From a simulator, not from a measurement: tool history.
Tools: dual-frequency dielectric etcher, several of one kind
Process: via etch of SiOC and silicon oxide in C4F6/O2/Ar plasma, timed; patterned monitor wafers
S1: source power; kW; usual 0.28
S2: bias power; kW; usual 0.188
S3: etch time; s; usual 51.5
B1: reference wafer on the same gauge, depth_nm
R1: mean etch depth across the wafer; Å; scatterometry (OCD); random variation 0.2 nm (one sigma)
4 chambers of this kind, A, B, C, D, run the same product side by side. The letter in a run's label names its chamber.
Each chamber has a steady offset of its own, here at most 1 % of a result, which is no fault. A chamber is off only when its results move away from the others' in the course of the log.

run,hour,S1,S2,S3,B1,R1
1A,4.7,0.28,0.188,51.5,48.369,512.59
2B,7.4,0.28,0.188,51.5,48.4,518.61
3D,11.5,0.28,0.188,51.5,48.414,513.6
4C,14.2,0.28,0.188,51.5,48.423,513.92
# hour 15: chamber A: wet clean of the chamber
5A,19.4,0.28,0.188,51.5,48.421,512.24
6B,23.5,0.32,0.188,46.5,48.351,489.21
7C,26.1,0.32,0.188,46.5,48.367,493.53
8D,28.6,0.32,0.188,46.5,48.399,487.16
9D,32.5,0.32,0.188,46.5,48.369,490.11
10B,36.6,0.28,0.188,51.5,48.385,516.66
11A,41.5,0.28,0.188,51.5,48.392,508.32
12C,45.9,0.28,0.188,51.5,48.428,516.44
13C,48.4,0.28,0.188,51.5,48.39,517.46
14B,53,0.28,0.188,51.5,48.427,518.39
15D,55.6,0.28,0.188,51.5,48.451,514.73
16A,60.5,0.28,0.188,51.5,48.42,512.07
17B,63.9,0.28,0.188,51.5,48.396,517.54
18C,67.5,0.28,0.188,51.5,48.372,515.25
19D,72.1,0.28,0.188,51.5,48.429,513.02
20A,75,0.28,0.188,51.5,48.414,511.35
21D,79.8,0.28,0.188,51.5,48.336,514.36
22A,84.4,0.28,0.165,51.5,48.449,485.28
23C,88.6,0.28,0.165,51.5,48.371,496.73
24B,93.6,0.28,0.165,51.5,48.428,492.62
25B,97.9,0.28,0.165,51.5,48.37,488.96
26D,102.1,0.28,0.188,57,48.405,566.55
27A,105.4,0.28,0.188,57,48.398,566.16
28C,108.9,0.28,0.188,57,48.386,576.15
29A,112,0.28,0.188,57,48.392,565.41
30B,115.6,0.28,0.188,51.5,48.437,512.53
31D,120.2,0.28,0.188,51.5,48.39,515.28
32C,124.1,0.28,0.188,51.5,48.391,515.34
# hour 127.1: chamber B: wet clean of the chamber
33C,128.4,0.28,0.188,51.5,48.417,517.91
34D,131.7,0.32,0.188,39,48.37,411.48
35A,134.2,0.32,0.188,39,48.422,409.52
36B,137.1,0.32,0.188,39,48.388,410.78
37A,141.8,0.32,0.188,39,48.429,408.2
38D,144.7,0.28,0.188,51.5,48.41,512.66
39B,149.2,0.28,0.188,51.5,48.361,513.01
40C,152.4,0.28,0.188,51.5,48.34,514.36
41D,157.1,0.24,0.188,51.5,48.387,483.74
42B,159.6,0.24,0.188,51.5,48.418,484.95
43A,163.1,0.24,0.188,51.5,48.434,484.73

Next, every chamber runs the same settings. What will each give?
44A,167.1,0.28,0.188,51.5,,?
44B,167.1,0.28,0.188,51.5,,?
44C,167.1,0.28,0.188,51.5,,?
44D,167.1,0.28,0.188,51.5,,?

run,R1
44A,512.92
44B,516.5
44C,513.44
44D,513.86
